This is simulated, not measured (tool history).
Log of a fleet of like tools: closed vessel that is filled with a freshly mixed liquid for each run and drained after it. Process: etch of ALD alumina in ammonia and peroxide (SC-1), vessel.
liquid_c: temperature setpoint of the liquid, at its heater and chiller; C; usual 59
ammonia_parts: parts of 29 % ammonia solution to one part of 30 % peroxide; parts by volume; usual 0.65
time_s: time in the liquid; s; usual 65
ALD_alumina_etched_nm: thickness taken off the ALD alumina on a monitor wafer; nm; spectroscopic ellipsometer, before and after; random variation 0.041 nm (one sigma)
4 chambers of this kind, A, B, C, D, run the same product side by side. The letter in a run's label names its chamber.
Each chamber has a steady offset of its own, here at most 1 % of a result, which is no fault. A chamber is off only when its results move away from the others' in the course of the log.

run,hour,liquid_c,ammonia_parts,time_s,"read-back film thickness of the ALD alumina reference wafer, read on the same gauge (nm)",ALD_alumina_etched_nm
1D,7.4,59,0.65,65,110.04,8.7489
2A,16.3,59,0.65,65,109.97,8.7743
3C,22,59,0.65,65,110.01,8.8236
4B,29,59,0.65,65,109.97,8.8476
5D,36.1,59,0.65,65,110.01,8.7405
6C,42.8,59,0.65,65,109.96,8.8141
7B,48.5,59,0.65,65,109.96,8.9184
# hour 48.7: chamber C: new drum of ammonia solution connected
8A,59.5,68,0.65,65,109.99,13.717
9D,65.7,68,0.65,65,110.05,13.961
# hour 68.2: chamber D: new drum of ammonia solution connected
10C,73.8,68,0.65,65,110.06,13.868
11B,81.5,68,0.65,65,109.93,13.96
12A,87.6,59,0.65,65,109.99,8.8066
13B,93.5,59,0.65,65,109.96,8.917
14C,102.3,55.5,0.85,65,110,7.606
15A,113.1,55.5,0.85,65,110.02,7.519
16D,123.3,55.5,0.85,65,109.99,7.6841
17B,130.9,55.5,0.85,65,109.98,7.5621
18C,137.5,59,0.65,65,110.01,8.8735
# hour 139.5: chamber A: new drum of ammonia solution connected
19D,148.7,59,0.65,65,110,9.1691
20A,156.3,59,0.65,65,110.04,8.8093
21C,162.5,59,0.65,65,110,8.809
22A,173.6,59,0.65,65,110.01,8.792
23B,180.6,59,0.65,65,109.97,8.8812
24D,189.9,62.5,0.75,65,110.05,11.293

What goes on in this fleet: one chamber off, a drifting gauge, or nothing beyond the chambers' own small offsets? Name the chamber and the cause, if any.

Chamber D drifts away from the others.
Cause: liquid hotter than its thermometer reads (K) = 1.01.

Here are 4 candidates for chamber D's next run, each the usual settings with a change, their results left as question marks. Which one brings its results back in line with what the others give on the usual settings?
In line means no further than this from the other chambers' mean on the usual settings: ALD_alumina_etched_nm 0.14 nm
25D-1,198.1,59,1,65,,?
25D-2,198.1,59,0.4,65,,?
25D-3,198.1,59,0.75,65,,?
25D-4,198.1,59,0.55,65,,?

The other chambers' mean on the usual settings: ALD_alumina_etched_nm 8.8381 nm
run,ALD_alumina_etched_nm
25D-1,9.5851
25D-2,8.7984
25D-3,9.3298
25D-4,9.0632
25D-2 brings the chamber back in line.
